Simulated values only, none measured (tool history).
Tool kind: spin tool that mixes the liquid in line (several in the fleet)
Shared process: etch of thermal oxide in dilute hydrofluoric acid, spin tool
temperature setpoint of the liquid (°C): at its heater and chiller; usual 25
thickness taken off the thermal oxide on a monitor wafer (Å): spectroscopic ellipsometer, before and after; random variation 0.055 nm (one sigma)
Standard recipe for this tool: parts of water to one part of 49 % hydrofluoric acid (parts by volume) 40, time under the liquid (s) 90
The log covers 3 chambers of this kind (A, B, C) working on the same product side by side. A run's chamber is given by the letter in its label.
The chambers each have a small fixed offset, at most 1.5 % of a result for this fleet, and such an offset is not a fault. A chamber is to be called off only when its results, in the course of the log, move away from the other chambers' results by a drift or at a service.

| run | hour | temperature setpoint of the liquid (°C) | parts of water to one part of 49 % hydrofluoric acid (parts by volume) | time under the liquid (s) | hours since the thermometer was replaced | hours since the hydrofluoric acid flow meter was replaced | read-back film thickness of the thermal oxide reference wafer, read on the same gauge (nm) | thickness taken off the thermal oxide on a monitor wafer (Å) |
|---|---|---|---|---|---|---|---|---|
| 1B | 6.7 | 25 | 40 | 90 | 278.7 | 141.2 | 70.017 | 124.98 |
| 2A | 15.1 | 25 | 40 | 90 | 267.1 | 86.6 | 70.003 | 122.16 |
| 3C | 23.1 | 25 | 40 | 90 | 1150.1 | 855 | 69.983 | 123.3 |
| 4C | 31.4 | 25 | 40 | 90 | 1158.4 | 863.3 | 69.99 | 122.31 |
| 5A | 35.5 | 25 | 40 | 90 | 287.5 | 107 | 69.99 | 121.68 |
| 6B | 42.7 | 25 | 25 | 90 | 314.7 | 177.2 | 70 | 201.25 |
| 7A | 48.5 | 25 | 25 | 90 | 300.5 | 120 | 70 | 198.46 |
| 8B | 53.4 | 25 | 25 | 90 | 325.4 | 187.9 | 69.967 | 203.12 |
| 9C | 61.6 | 25 | 40 | 90 | 1188.6 | 893.5 | 69.995 | 123.51 |
| 10A | 66.6 | 25 | 40 | 90 | 318.6 | 138.1 | 69.96 | 122.23 |
| 11C | 71.2 | 25 | 40 | 90 | 1198.2 | 903.1 | 70 | 121.76 |
| 12B | 77.6 | 25 | 40 | 90 | 349.6 | 212.1 | 69.969 | 123.03 |
| 13A | 82 | 25 | 40 | 90 | 334 | 153.5 | 69.981 | 122.36 |
| 14B | 89.9 | 25 | 40 | 90 | 361.9 | 224.4 | 70.002 | 122.88 |
| 15C | 95 | 25 | 40 | 90 | 1222 | 926.9 | 69.992 | 122.7 |
| 16C | 99.7 | 20.5 | 40 | 90 | 1226.7 | 931.6 | 70.014 | 100.8 |
| 17A | 106.7 | 20.5 | 40 | 90 | 358.7 | 178.2 | 69.999 | 100.69 |
| 18B | 112.2 | 20.5 | 40 | 90 | 384.2 | 246.7 | 69.978 | 102.46 |
| 19C | 119.2 | 25 | 40 | 90 | 1246.2 | 951.1 | 69.979 | 122.26 |
| 20A | 125.5 | 25 | 45 | 90 | 377.5 | 197 | 69.995 | 107.75 |
| 21B | 132 | 25 | 45 | 90 | 404 | 266.5 | 69.994 | 109.95 |
| 22A | 140.1 | 25 | 45 | 90 | 392.1 | 211.6 | 69.991 | 107.32 |
| 23C | 147.1 | 25 | 40 | 90 | 1274.1 | 979 | 70.015 | 122.41 |
| 24B | 154.1 | 25 | 40 | 90 | 426.1 | 288.6 | 70.002 | 122.99 |
| 25B | 160.5 | 25 | 40 | 90 | 432.5 | 295 | 70.018 | 122.69 |
| 26A | 168.2 | 23 | 40 | 60 | 420.2 | 239.7 | 70.007 | 75.318 |
| 27C | 176.5 | 23 | 40 | 60 | 1303.5 | 1008.4 | 69.993 | 74.857 |
| 28B | 182.7 | 23 | 40 | 60 | 454.7 | 317.2 | 70.033 | 75.573 |
| 29C | 190 | 21.5 | 55 | 90 | 1317 | 1021.9 | 70.03 | 75.68 |
| 30A | 197.2 | 21.5 | 55 | 90 | 449.2 | 268.7 | 69.994 | 75.913 |
| 31A | 202.6 | 21.5 | 55 | 90 | 454.6 | 274.1 | 69.95 | 75.655 |
| 32B | 207.6 | 25 | 40 | 90 | 479.6 | 342.1 | 69.99 | 124.14 |
|  | 213.4 | chamber C: thermometer replaced |
| 33C | 215.9 | 25 | 40 | 90 | 2.6 | 1047.8 | 69.992 | 123.7 |
| 34A | 220.9 | 25 | 40 | 90 | 472.9 | 292.4 | 69.977 | 121.63 |
| 35C | 228.7 | 25 | 40 | 90 | 15.4 | 1060.6 | 69.979 | 122.66 |
| 36B | 237.1 | 25 | 40 | 90 | 509.1 | 371.6 | 69.998 | 123.06 |
| 37B | 240.9 | 25 | 40 | 90 | 512.9 | 375.4 | 69.965 | 123.32 |
| 38A | 244.7 | 25 | 40 | 90 | 496.7 | 316.2 | 70.036 | 123 |
| 39C | 251 | 25 | 40 | 90 | 37.7 | 1082.9 | 69.993 | 121.62 |

One chamber off, gauge drift, or nothing amiss beyond the chambers' own small offsets? If it is a chamber, which one, and what is the likeliest cause?

The fleet is healthy, with each chamber sitting at its usual small offset and no drift in the gauge.
